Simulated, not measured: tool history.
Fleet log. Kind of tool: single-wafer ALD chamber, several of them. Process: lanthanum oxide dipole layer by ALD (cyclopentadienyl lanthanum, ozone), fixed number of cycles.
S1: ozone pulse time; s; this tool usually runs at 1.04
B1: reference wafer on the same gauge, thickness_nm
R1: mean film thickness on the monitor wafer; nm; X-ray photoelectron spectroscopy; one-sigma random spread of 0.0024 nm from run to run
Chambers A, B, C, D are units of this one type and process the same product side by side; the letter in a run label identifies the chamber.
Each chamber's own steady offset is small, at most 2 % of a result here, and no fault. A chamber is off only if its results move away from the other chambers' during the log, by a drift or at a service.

run   hour    S1       B1       R1
 1A    7.2  1.04   0.5142  0.49896
 2D     15  1.04  0.51408  0.50712
 3B   24.5  1.04  0.51356  0.49764
 4C   34.2  1.04  0.51456  0.50665
 5B   45.6  1.04   0.5145  0.50047
 6D   56.5  1.04  0.51396  0.50992
 7C   66.7  1.04   0.5139  0.50988
 8A   73.3  1.43  0.51398  0.53524
 9B   78.7  1.43  0.51385  0.54181
10A   87.5  1.43  0.51406  0.53634
11D     96  1.43  0.51406  0.54889
12C  106.8  1.04  0.51431  0.50651
13D  115.5  1.04  0.51444  0.51024
14A    121  1.04  0.51396  0.49675
15B  128.9  1.04  0.51437   0.5004
16C  136.1  1.04  0.51415  0.51308
17D  143.2  1.04  0.51414  0.50686
18B  149.1  1.04  0.51339  0.50338
19C  158.2  1.04  0.51373  0.50936
20A    167  0.72  0.51382  0.43431
21D    179  0.72  0.51386  0.44003
22B  188.9  0.72  0.51391  0.43805
23C  200.5  0.72  0.51468  0.43934
24A  207.8  1.23  0.51405  0.51952
25D  218.1  1.23  0.51365   0.5326
26C  225.6  1.23  0.51363  0.53126
27A  233.4  1.23  0.51457   0.5209
28B    239  1.04  0.51399  0.49819
29B  250.1  1.04  0.51479  0.50434
30A  257.3  1.04  0.51452  0.49633
31C    269  1.04  0.51371  0.50242

Which is it: a chamber that has drifted or been left off by a service, a gauge drift common to all chambers, or only each chamber's usual small offset? If a chamber is off, name it and its likeliest cause.

Neither any chamber nor the gauge drifts; the chambers differ only by their own small, steady offsets.
